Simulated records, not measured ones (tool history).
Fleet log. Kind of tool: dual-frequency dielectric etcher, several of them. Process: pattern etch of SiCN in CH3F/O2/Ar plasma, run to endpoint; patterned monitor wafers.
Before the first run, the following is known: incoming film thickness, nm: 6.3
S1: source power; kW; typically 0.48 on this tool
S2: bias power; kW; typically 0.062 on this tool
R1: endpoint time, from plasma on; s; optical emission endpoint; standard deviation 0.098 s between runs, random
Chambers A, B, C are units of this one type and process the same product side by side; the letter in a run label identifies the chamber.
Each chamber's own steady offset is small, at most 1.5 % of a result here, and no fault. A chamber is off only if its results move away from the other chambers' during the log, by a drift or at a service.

run 1B day=0.112 | S1=0.48 S2=0.062 | R1=16.676
run 2C day=0.325 | S1=0.48 S2=0.062 | R1=16.569
run 3A day=0.433 | S1=0.48 S2=0.062 | R1=16.583
run 4A day=0.538 | S1=0.48 S2=0.062 | R1=16.522
run 5B day=0.725 | S1=0.59 S2=0.055 | R1=15.991
run 6C day=0.888 | S1=0.59 S2=0.055 | R1=15.635
run 7B day=1.075 | S1=0.59 S2=0.055 | R1=15.782
run 8C day=1.192 | S1=0.44 S2=0.062 | R1=16.771
run 9A day=1.379 | S1=0.44 S2=0.062 | R1=16.993
-- day=1.417 chamber C: wet clean of the chamber
run 10A day=1.533 | S1=0.44 S2=0.062 | R1=17.145
run 11C day=1.675 | S1=0.48 S2=0.062 | R1=15.89
run 12B day=1.896 | S1=0.48 S2=0.054 | R1=17.323
run 13A day=2.088 | S1=0.48 S2=0.054 | R1=17.412
run 14C day=2.312 | S1=0.48 S2=0.054 | R1=16.478
run 15B day=2.417 | S1=0.48 S2=0.062 | R1=16.599
run 16B day=2.625 | S1=0.48 S2=0.062 | R1=16.617
run 17A day=2.783 | S1=0.48 S2=0.062 | R1=16.417
run 18C day=2.992 | S1=0.48 S2=0.062 | R1=15.808
run 19B day=3.1 | S1=0.48 S2=0.062 | R1=16.542
run 20C day=3.229 | S1=0.48 S2=0.062 | R1=15.766
run 21A day=3.425 | S1=0.48 S2=0.062 | R1=16.546
run 22C day=3.571 | S1=0.48 S2=0.067 | R1=15.483
run 23A day=3.779 | S1=0.48 S2=0.067 | R1=16.072
run 24B day=3.992 | S1=0.48 S2=0.067 | R1=16.156
run 25A day=4.125 | S1=0.48 S2=0.062 | R1=16.543
run 26B day=4.238 | S1=0.48 S2=0.062 | R1=16.758
run 27C day=4.454 | S1=0.48 S2=0.062 | R1=15.732

Does one chamber stand apart from the rest, does the shared gauge drift, or is all well apart from small per-chamber offsets? Give the chamber and the most likely cause, where there is one.

The work done on chamber C during a service left it standing apart from the others.
What lies behind it: etch rate over this chamber's usual, % = 3.15.

Here are 4 candidates for chamber C's next run, each the usual settings with a change, their results left as question marks. Which one brings its results back in line with what the others give on the usual settings?
To be in line, a result may differ from the other chambers' mean on the usual settings by at most: R1 0.35 s
run 28C-1 day=4.621 | S1=0.54 S2=0.062 | R1=?
run 28C-2 day=4.621 | S1=0.48 S2=0.053 | R1=?
run 28C-3 day=4.621 | S1=0.48 S2=0.08 | R1=?
run 28C-4 day=4.621 | S1=0.48 S2=0.047 | R1=?

The other chambers' mean on the usual settings: R1 16.534 s
run=28C-1 R1=15.056
run=28C-2 R1=16.571
run=28C-3 R1=14.432
run=28C-4 R1=17.206
It is 28C-2 that realigns the chamber with its peers.

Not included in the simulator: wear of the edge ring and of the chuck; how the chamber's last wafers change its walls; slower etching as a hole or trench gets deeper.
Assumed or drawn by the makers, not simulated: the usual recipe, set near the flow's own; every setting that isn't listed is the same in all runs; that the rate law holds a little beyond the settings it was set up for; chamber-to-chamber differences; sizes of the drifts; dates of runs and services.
